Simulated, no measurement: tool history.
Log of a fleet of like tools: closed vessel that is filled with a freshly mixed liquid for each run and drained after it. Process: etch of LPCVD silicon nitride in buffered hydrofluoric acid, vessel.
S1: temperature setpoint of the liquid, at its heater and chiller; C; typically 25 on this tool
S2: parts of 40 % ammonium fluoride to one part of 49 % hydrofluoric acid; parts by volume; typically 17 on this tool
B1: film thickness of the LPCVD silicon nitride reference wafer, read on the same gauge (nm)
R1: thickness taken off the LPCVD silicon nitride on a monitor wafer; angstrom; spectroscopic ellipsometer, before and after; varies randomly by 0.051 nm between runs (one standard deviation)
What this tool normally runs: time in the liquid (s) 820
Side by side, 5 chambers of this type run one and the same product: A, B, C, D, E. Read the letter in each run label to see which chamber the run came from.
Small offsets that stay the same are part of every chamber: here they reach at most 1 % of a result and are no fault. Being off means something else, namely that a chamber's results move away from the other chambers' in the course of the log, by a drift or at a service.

run 1D hour=10.6 | S1=25 S2=17 time_in_the_liquid_(s)=820 | B1=79.923 | R1=73.899
run 2B hour=24.4 | S1=25 S2=17 time_in_the_liquid_(s)=820 | B1=79.971 | R1=74.335
run 3E hour=33.4 | S1=25 S2=17 time_in_the_liquid_(s)=820 | B1=80.001 | R1=73.544
run 4A hour=41.5 | S1=25 S2=17 time_in_the_liquid_(s)=820 | B1=79.991 | R1=74.44
-- hour=47.4 chamber C: hydrofluoric acid flow meter replaced
run 5C hour=54.2 | S1=25 S2=17 time_in_the_liquid_(s)=820 | B1=80.009 | R1=74.054
run 6C hour=63.9 | S1=25 S2=17 time_in_the_liquid_(s)=820 | B1=80.026 | R1=74.195
run 7B hour=74.6 | S1=25 S2=17 time_in_the_liquid_(s)=820 | B1=80.002 | R1=73.857
run 8E hour=84.9 | S1=25 S2=22 time_in_the_liquid_(s)=395 | B1=80.052 | R1=28.016
run 9A hour=98.7 | S1=25 S2=22 time_in_the_liquid_(s)=395 | B1=80.011 | R1=28.319
run 10D hour=105.1 | S1=25 S2=22 time_in_the_liquid_(s)=395 | B1=80.028 | R1=27.964
run 11D hour=112 | S1=25 S2=22 time_in_the_liquid_(s)=395 | B1=79.987 | R1=28.475
run 12A hour=121.3 | S1=25 S2=22 time_in_the_liquid_(s)=395 | B1=80.017 | R1=28.682
run 13C hour=127.5 | S1=25 S2=17 time_in_the_liquid_(s)=820 | B1=79.988 | R1=75.3
run 14E hour=136.2 | S1=25 S2=17 time_in_the_liquid_(s)=820 | B1=79.968 | R1=73.682
run 15B hour=148.4 | S1=25 S2=14.5 time_in_the_liquid_(s)=1055 | B1=79.958 | R1=110.57
run 16E hour=156 | S1=25 S2=14.5 time_in_the_liquid_(s)=1055 | B1=80.013 | R1=114.09
run 17A hour=162.2 | S1=25 S2=14.5 time_in_the_liquid_(s)=1055 | B1=79.99 | R1=111
run 18C hour=169.5 | S1=25 S2=14.5 time_in_the_liquid_(s)=1055 | B1=80.061 | R1=110.71
run 19D hour=178.2 | S1=25 S2=14.5 time_in_the_liquid_(s)=1055 | B1=80.001 | R1=111.76
run 20B hour=187.7 | S1=25 S2=17 time_in_the_liquid_(s)=820 | B1=79.979 | R1=73.565
run 21B hour=194.4 | S1=25 S2=17 time_in_the_liquid_(s)=820 | B1=80.04 | R1=74.458
run 22C hour=200.7 | S1=25 S2=17 time_in_the_liquid_(s)=820 | B1=80.049 | R1=73.776
-- hour=208.7 chamber D: hydrofluoric acid flow meter replaced
run 23A hour=210.3 | S1=25 S2=17 time_in_the_liquid_(s)=820 | B1=80.041 | R1=74.151
run 24E hour=220.3 | S1=25 S2=17 time_in_the_liquid_(s)=820 | B1=80.006 | R1=75.994
run 25D hour=228.6 | S1=25 S2=21.5 time_in_the_liquid_(s)=820 | B1=79.985 | R1=60.123
run 26A hour=238.5 | S1=25 S2=21.5 time_in_the_liquid_(s)=820 | B1=79.998 | R1=59.531
run 27B hour=246.4 | S1=25 S2=21.5 time_in_the_liquid_(s)=820 | B1=79.977 | R1=59.532
run 28C hour=255.9 | S1=25 S2=21.5 time_in_the_liquid_(s)=820 | B1=80 | R1=60.272
run 29D hour=265 | S1=25 S2=21.5 time_in_the_liquid_(s)=820 | B1=79.985 | R1=60.112
run 30E hour=276.7 | S1=25 S2=17 time_in_the_liquid_(s)=820 | B1=79.969 | R1=77.515
run 31D hour=282.8 | S1=25 S2=17 time_in_the_liquid_(s)=820 | B1=79.975 | R1=73.441
run 32C hour=292.5 | S1=25 S2=17 time_in_the_liquid_(s)=820 | B1=79.97 | R1=74.048
run 33B hour=298.6 | S1=25 S2=14.5 time_in_the_liquid_(s)=1190 | B1=80.017 | R1=123.94

The same settings go to every chamber for the next run, one line per chamber below. Forecast the results for each:
run 34A hour=308.5 | S1=25 S2=17 time_in_the_liquid_(s)=820 | R1=?
run 34B hour=308.5 | S1=25 S2=17 time_in_the_liquid_(s)=820 | R1=?
run 34C hour=308.5 | S1=25 S2=17 time_in_the_liquid_(s)=820 | R1=?
run 34D hour=308.5 | S1=25 S2=17 time_in_the_liquid_(s)=820 | R1=?
run 34E hour=308.5 | S1=25 S2=17 time_in_the_liquid_(s)=820 | R1=?

run=34A R1=73.624
run=34B R1=73.837
run=34C R1=74.486
run=34D R1=73.536
run=34E R1=78.772
